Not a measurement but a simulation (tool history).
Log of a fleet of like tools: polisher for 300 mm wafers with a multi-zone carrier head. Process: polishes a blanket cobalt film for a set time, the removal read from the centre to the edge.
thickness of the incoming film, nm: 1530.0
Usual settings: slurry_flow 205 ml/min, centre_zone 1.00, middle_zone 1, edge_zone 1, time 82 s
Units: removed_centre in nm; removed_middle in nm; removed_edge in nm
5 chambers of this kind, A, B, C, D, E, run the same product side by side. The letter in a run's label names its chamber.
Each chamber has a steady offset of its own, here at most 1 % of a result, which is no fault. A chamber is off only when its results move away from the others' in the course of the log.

| run | hour | slurry_flow | centre_zone | middle_zone | edge_zone | time | wafers polished on this pad | hours since the slurry nozzle was cleaned | hours since the centre zone pressure was calibrated | hours since the edge zone pressure was calibrated | removed_centre | removed_middle | removed_edge |
|---|---|---|---|---|---|---|---|---|---|---|---|---|---|
|  | 0.4 | chamber D: worn pad replaced by a new one |
| 1B | 3.1 | 205 | 1.00 | 1 | 1 | 82 | 325 | 417.3 | 479.2 | 899.5 | 247.47 | 248.73 | 256.73 |
| 2C | 6.3 | 205 | 1.00 | 1 | 1 | 82 | 1247 | 199.0 | 414.1 | 954.2 | 254.05 | 252.29 | 245.98 |
| 3E | 10.6 | 205 | 1.00 | 1 | 1 | 82 | 576 | 95.3 | 261.3 | 109.7 | 256.93 | 257.27 | 255.65 |
| 4A | 14.2 | 205 | 1.00 | 1 | 1 | 82 | 608 | 591.0 | 21.2 | 697.6 | 249.73 | 253.98 | 255.10 |
|  | 15.9 | chamber E: worn pad replaced by a new one |
| 5D | 17.1 | 205 | 1.00 | 1 | 1 | 82 | 108 | 144.3 | 38.3 | 557.2 | 254.51 | 255.37 | 254.08 |
| 6C | 21.7 | 205 | 1.00 | 1 | 1 | 82 | 1347 | 214.4 | 429.5 | 969.6 | 252.42 | 255.01 | 249.18 |
|  | 22.2 | chamber B: edge zone pressure recalibrated |
| 7A | 26.3 | 205 | 1.00 | 1 | 1 | 82 | 686 | 603.1 | 33.3 | 709.7 | 252.44 | 253.64 | 251.64 |
| 8B | 30.1 | 205 | 1.00 | 1 | 1 | 82 | 499 | 444.3 | 506.2 | 8.0 | 250.89 | 252.42 | 252.05 |
| 9D | 33.9 | 205 | 1.00 | 1 | 1 | 82 | 216 | 161.1 | 55.1 | 574.0 | 253.30 | 253.50 | 247.55 |
| 10E | 37.0 | 205 | 1.00 | 1 | 1 | 82 | 136 | 121.7 | 287.7 | 136.1 | 251.93 | 253.98 | 252.53 |
| 11A | 41.6 | 205 | 1.00 | 1 | 1 | 82 | 785 | 618.4 | 48.6 | 725.0 | 251.58 | 251.51 | 256.67 |
|  | 43.4 | chamber C: worn pad replaced by a new one |
| 12E | 45.7 | 205 | 1.00 | 1 | 1 | 82 | 192 | 130.4 | 296.4 | 144.8 | 253.93 | 254.73 | 252.86 |
| 13D | 48.1 | 205 | 1.00 | 1 | 1 | 82 | 308 | 175.3 | 69.3 | 588.2 | 254.62 | 254.42 | 253.42 |
| 14C | 50.6 | 205 | 1.00 | 1 | 1 | 82 | 46 | 243.3 | 458.4 | 998.5 | 247.71 | 251.38 | 251.34 |
| 15B | 53.3 | 205 | 1.00 | 1 | 1 | 82 | 649 | 467.5 | 529.4 | 31.2 | 252.04 | 253.20 | 250.23 |
| 16D | 56.7 | 205 | 1.00 | 1 | 1 | 82 | 363 | 183.9 | 77.9 | 596.8 | 252.11 | 257.63 | 252.96 |
| 17A | 60.5 | 205 | 1.00 | 1 | 1 | 82 | 907 | 637.3 | 67.5 | 743.9 | 250.36 | 253.96 | 257.58 |
| 18E | 63.5 | 205 | 1.00 | 1 | 1 | 82 | 307 | 148.2 | 314.2 | 162.6 | 250.16 | 253.87 | 256.03 |
| 19B | 67.3 | 205 | 1.00 | 1 | 1 | 82 | 739 | 481.5 | 543.4 | 45.2 | 250.12 | 256.76 | 250.76 |
| 20C | 72.2 | 205 | 1.00 | 1 | 1 | 82 | 186 | 264.9 | 480.0 | 1020.1 | 253.01 | 254.68 | 253.61 |
| 21B | 75.8 | 205 | 1.00 | 1 | 1 | 82 | 794 | 490.0 | 551.9 | 53.7 | 247.25 | 249.57 | 257.86 |
| 22D | 80.3 | 140 | 1.04 | 1 | 1 | 82 | 516 | 207.5 | 101.5 | 620.4 | 244.26 | 237.06 | 237.76 |
| 23C | 83.6 | 140 | 1.04 | 1 | 1 | 82 | 260 | 276.3 | 491.4 | 1031.5 | 242.93 | 237.28 | 242.99 |
|  | 86.5 | chamber A: worn pad replaced by a new one |
| 24A | 86.5 | 140 | 1.04 | 1 | 1 | 82 | 0 | 663.3 | 93.5 | 769.9 | 246.09 | 236.54 | 240.79 |
| 25E | 90.9 | 140 | 1.04 | 1 | 1 | 82 | 484 | 175.6 | 341.6 | 190.0 | 247.39 | 236.16 | 244.63 |
| 26C | 93.6 | 140 | 1.04 | 1 | 1 | 82 | 324 | 286.3 | 501.4 | 1041.5 | 242.90 | 236.02 | 242.03 |
| 27D | 98.0 | 205 | 1.00 | 1 | 1 | 82 | 630 | 225.2 | 119.2 | 638.1 | 253.75 | 254.42 | 254.54 |
| 28A | 100.6 | 205 | 1.00 | 1 | 1 | 82 | 91 | 677.4 | 107.6 | 784.0 | 252.84 | 255.49 | 255.55 |
|  | 101.5 | chamber B: centre zone pressure recalibrated |
| 29E | 105.5 | 205 | 1.00 | 1 | 1 | 82 | 578 | 190.2 | 356.2 | 204.6 | 252.54 | 251.57 | 257.76 |
| 30B | 108.3 | 205 | 1.00 | 1 | 1 | 82 | 1004 | 522.5 | 6.8 | 86.2 | 234.22 | 251.03 | 251.65 |
| 31C | 111.2 | 205 | 1.00 | 1 | 1 | 82 | 438 | 303.9 | 519.0 | 1059.1 | 250.93 | 252.79 | 252.27 |
| 32B | 113.5 | 205 | 1.00 | 1 | 1 | 82 | 1037 | 527.7 | 12.0 | 91.4 | 235.28 | 250.25 | 249.24 |
| 33E | 118.3 | 205 | 1.00 | 1 | 1 | 82 | 661 | 203.0 | 369.0 | 217.4 | 254.52 | 250.22 | 253.59 |
| 34A | 122.9 | 205 | 1.00 | 1 | 1 | 82 | 235 | 699.7 | 129.9 | 806.3 | 253.90 | 254.91 | 257.99 |
| 35D | 125.4 | 205 | 1.00 | 1 | 1 | 82 | 807 | 252.6 | 146.6 | 665.5 | 254.63 | 252.64 | 249.69 |
|  | 125.6 | chamber E: worn pad replaced by a new one |
| 36E | 129.6 | 205 | 1.00 | 1 | 1 | 82 | 26 | 214.3 | 380.3 | 228.7 | 256.18 | 254.77 | 250.84 |
|  | 129.8 | chamber E: slurry nozzle cleaned |
| 37A | 132.7 | 205 | 1.00 | 1 | 1 | 82 | 298 | 709.5 | 139.7 | 816.1 | 252.33 | 256.78 | 252.11 |
| 38B | 136.1 | 205 | 1.00 | 1 | 1 | 82 | 1183 | 550.3 | 34.6 | 114.0 | 233.39 | 252.02 | 247.63 |
| 39D | 140.4 | 205 | 1.00 | 1 | 1 | 82 | 904 | 267.6 | 161.6 | 680.5 | 260.34 | 253.57 | 255.43 |
| 40C | 144.9 | 205 | 1.00 | 1 | 1 | 82 | 655 | 337.6 | 552.7 | 1092.8 | 252.17 | 250.15 | 256.40 |
| 41D | 149.4 | 205 | 1.00 | 1 | 1 | 82 | 962 | 276.6 | 170.6 | 689.5 | 259.81 | 255.18 | 250.39 |
|  | 149.8 | chamber B: worn pad replaced by a new one |
| 42E | 153.5 | 205 | 1.00 | 1 | 1 | 82 | 180 | 23.8 | 404.2 | 252.6 | 254.90 | 253.00 | 255.93 |
| 43B | 156.4 | 205 | 1.00 | 1 | 1 | 82 | 42 | 570.6 | 54.9 | 134.3 | 233.91 | 253.47 | 249.85 |
| 44C | 160.3 | 205 | 1.00 | 1 | 1 | 82 | 755 | 353.0 | 568.1 | 1108.2 | 255.48 | 255.59 | 253.16 |

What goes on in this fleet: one chamber off, a drifting gauge, or nothing beyond the chambers' own small offsets? Name the chamber and the cause, if any.

A service left chamber B off against the others.
Cause: centre zone's pressure below its setpoint, % = 6.47.

Here are 4 candidates for chamber B's next run, each the usual settings with a change, their results left as question marks. Which one brings its results back in line with what the others give on the usual settings?
In line means no further than this from the other chambers' mean on the usual settings: removed_centre 8.00 nm; removed_middle 6.60 nm; removed_edge 9.20 nm
| 45B-1 | 163.9 | 200 | 0.94 | 1.01 | 1.02 | 81 |  |  |  |  | ? | ? | ? |
| 45B-2 | 163.9 | 195 | 0.89 | 1.01 | 1.05 | 80 |  |  |  |  | ? | ? | ? |
| 45B-3 | 163.9 | 210 | 1.06 | 0.99 | 0.98 | 83 |  |  |  |  | ? | ? | ? |
| 45B-4 | 163.9 | 215 | 1.13 | 0.98 | 0.95 | 84 |  |  |  |  | ? | ? | ? |

The other chambers' mean on the usual settings: removed_centre 253.50 nm; removed_middle 253.59 nm; removed_edge 253.20 nm
| run | removed_centre | removed_middle | removed_edge |
|---|---|---|---|
| 45B-1 | 215.33 | 250.39 | 251.07 |
| 45B-2 | 199.51 | 246.45 | 251.19 |
| 45B-3 | 253.26 | 253.41 | 253.22 |
| 45B-4 | 275.55 | 254.77 | 252.78 |
45B-3 brings the chamber back in line.
